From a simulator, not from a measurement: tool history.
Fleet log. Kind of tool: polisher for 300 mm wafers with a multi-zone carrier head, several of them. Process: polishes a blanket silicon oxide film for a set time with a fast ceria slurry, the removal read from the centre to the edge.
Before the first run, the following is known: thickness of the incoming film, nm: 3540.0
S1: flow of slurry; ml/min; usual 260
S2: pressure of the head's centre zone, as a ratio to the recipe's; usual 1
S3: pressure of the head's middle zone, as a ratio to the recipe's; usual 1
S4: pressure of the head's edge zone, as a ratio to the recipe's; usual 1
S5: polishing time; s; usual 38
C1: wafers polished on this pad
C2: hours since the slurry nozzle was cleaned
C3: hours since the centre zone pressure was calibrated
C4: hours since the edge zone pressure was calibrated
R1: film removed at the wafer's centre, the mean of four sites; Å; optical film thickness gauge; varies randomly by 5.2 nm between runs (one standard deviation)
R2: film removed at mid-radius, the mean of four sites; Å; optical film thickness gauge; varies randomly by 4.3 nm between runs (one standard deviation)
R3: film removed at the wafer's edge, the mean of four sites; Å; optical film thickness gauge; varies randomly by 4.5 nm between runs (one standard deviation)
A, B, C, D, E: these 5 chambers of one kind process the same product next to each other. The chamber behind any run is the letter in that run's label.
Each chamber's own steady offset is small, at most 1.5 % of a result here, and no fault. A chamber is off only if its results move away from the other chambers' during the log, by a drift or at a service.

run   hour   S1    S2  S3  S4  S5    C1     C2      C3     C4      R1      R2      R3
       2.6  -- chamber A: centre zone pressure recalibrated
 1E    9.7  260     1   1   1  38   445  712.2   452.5  428.8  3711.2  3749.3  3753.9
 2C   15.9  260     1   1   1  38   588  209.4   532.8   52.9  3765.1  3790.2  3769.5
      21.9  -- chamber B: worn pad replaced by a new one
 3A   23.2  260     1   1   1  38   362  226.2    20.7  313.4    3658  3733.9  3645.7
 4D   28.8  260     1   1   1  38  1018   85.2  1162.9   43.3  3727.8  3689.6  3775.8
      33.2  -- chamber E: worn pad replaced by a new one
 5B   38.7  260     1   1   1  38   213    264   555.3  416.6  3738.6  3689.2  3690.7
 6B   45.7  260     1   1   1  38   301    271   562.3  423.6  3664.9    3625  3681.9
      53.9  -- chamber D: centre zone pressure recalibrated
      55.7  -- chamber C: worn pad replaced by a new one
 7D   55.8  260     1   1   1  30  1359  112.2       2   70.3  2968.8    2878  2932.7
 8C   60.4  260     1   1   1  30    59  253.9   577.3   97.4  2971.3  2959.2  2956.7
      61.2  -- chamber D: worn pad replaced by a new one
      65.8  -- chamber A: worn pad replaced by a new one
 9A   68.4  260     1   1   1  30    33  271.4    65.9  358.6  2923.7  2923.6  2928.8
      71.4  -- chamber A: slurry nozzle cleaned
10E   78.7  260     1   1   1  30   575  781.2   521.5  497.8  2972.8  2937.4  2930.9
      82.1  -- chamber C: slurry nozzle cleaned
11E   83.4  260     1   1   1  30   635  785.9   526.2  502.5  2908.5  2924.2  2930.6
      87.8  -- chamber E: worn pad replaced by a new one
      90.2  -- chamber C: centre zone pressure recalibrated
12B   90.9  260     1   1   1  38   873  316.2   607.5  468.8  3782.6  3693.8  3672.9
      96.4  -- chamber E: slurry nozzle cleaned
13D   98.4  260     1   1   1  38   471  154.8    44.6  112.9  3688.2  3726.5  3674.2
     102.5  -- chamber B: slurry nozzle cleaned
14C  103.3  260     1   1   1  45   602   21.2    13.1  140.3  3852.7  4350.9  4430.4
15A  112.7  260     1   1   1  45   593   41.4   110.2  402.9  4517.9  4389.7  4352.4
16E    123  260     1   1   1  45   445   26.7   565.8  542.1  4383.5  4443.9  4444.7
     127.5  -- chamber B: worn pad replaced by a new one
17C  129.9  260     1   1   1  45   938   47.8    39.7  166.9  3833.3  4498.9  4465.5
     135.3  -- chamber A: worn pad replaced by a new one
18D  137.7  260     1   1   1  45   967  194.1    83.9  152.2  4332.1  4454.6  4409.5
     141.1  -- chamber C: worn pad replaced by a new one
19B  146.5  260  0.94   1   1  47   240   44.1   663.1  524.4  4234.9  4520.5  4568.2
     148.5  -- chamber E: worn pad replaced by a new one
20A  151.8  260  0.94   1   1  47   208   80.5   149.3    442  4335.8  4692.9  4498.6
     157.4  -- chamber D: worn pad replaced by a new one
21C  159.3  260  0.94   1   1  47   230   77.2    69.1  196.3  3811.5    4640    4586
22E  164.5  260  0.94   1   1  47   202   68.2   607.3  583.6    4321  4552.2  4512.5
23D    169  260  0.94   1   1  47   147  225.4   115.2  183.5  4297.1  4621.1  4604.9
24B  177.3  260     1   1   1  38   630   74.9   693.9  555.2  3718.8  3719.1  3621.8
25A  184.3  260     1   1   1  38   619    113   181.8  474.5  3633.2  3738.1  3705.3
26A  193.9  260     1   1   1  38   741  122.6   191.4  484.1  3695.6  3712.2  3719.4
     194.4  -- chamber B: centre zone pressure recalibrated
27D    202  260     1   1   1  38   564  258.4   148.2  216.5    3699  3765.4  3642.2
28B  207.9  260     1   1   1  38  1017  105.5    13.6  585.8  3747.8  3639.8  3646.6
       212  -- chamber E: worn pad replaced by a new one
29E    216  260     1   1   1  38    50  119.7   658.8  635.1  3657.2  3731.6  3809.1
     218.6  -- chamber A: worn pad replaced by a new one
30C  222.5  260  0.95   1   1  38  1029  140.4   132.3  259.5  3075.7  3804.6  3731.8
     225.1  -- chamber B: worn pad replaced by a new one
31C  230.3  260  0.95   1   1  38  1128  148.2   140.1  267.3  3059.2  3694.3  3701.5
     230.5  -- chamber C: worn pad replaced by a new one
32B  240.4  260  0.95   1   1  38   194    138    46.1  618.3  3457.2  3640.9  3668.9
33A  249.7  260  0.95   1   1  38   393  178.4   247.2  539.9  3530.2  3695.7  3678.8
     256.8  -- chamber D: worn pad replaced by a new one
34E  259.4  260  0.95   1   1  38   599  163.1   702.2  678.5  3411.1  3691.1  3662.4
35D  265.9  260     1   1   1  38   115  322.3   212.1  280.4  3824.4  3777.6  3760.4
36C  274.8  260     1   1   1  38   560  192.7   184.6  311.8    3394  3791.2  3648.2
37D  280.6  260     1   1   1  38   300    337   226.8  295.1  3787.7  3675.9  3703.1
38A  285.2  260     1   1   1  38   842  213.9   282.7  575.4  3714.9  3714.8    3641

Which is it: a chamber that has drifted or been left off by a service, a gauge drift common to all chambers, or only each chamber's usual small offset? If a chamber is off, name it and its likeliest cause.

The work done on chamber C during a service left it standing apart from the others.
What lies behind it: centre zone's pressure below its setpoint, % = 11.

Chamber C could run next with any of the 4 candidate recipes listed below; each alters the usual settings, and their results appear as question marks. Which one brings its results back in line with what the other chambers deliver on the usual settings?
Allowed miss from the other chambers' usual-settings mean, per result, to count as in line: R1 180 Å; R2 150 Å; R3 160 Å
39C-1  292.6  265   1.1  0.97  0.97  38                   ?   ?   ?
39C-2  292.6  250  0.83  1.05  1.06  37                   ?   ?   ?
39C-3  292.6  255   0.9  1.03  1.03  38                   ?   ?   ?
39C-4  292.6  280  1.17  0.92  0.89  40                   ?   ?   ?

The mean the other chambers reach with the usual settings: R1 3713.9 Å; R2 3706.6 Å; R3 3701 Å
  run      R1      R2      R3
39C-1  3649.1  3643.5  3700.1
39C-2  2578.6    3796  3750.6
39C-3  2908.3  3837.6  3801.5
39C-4    4135  3674.5  3749.4
39C-1 puts the chamber back in line with the other chambers.
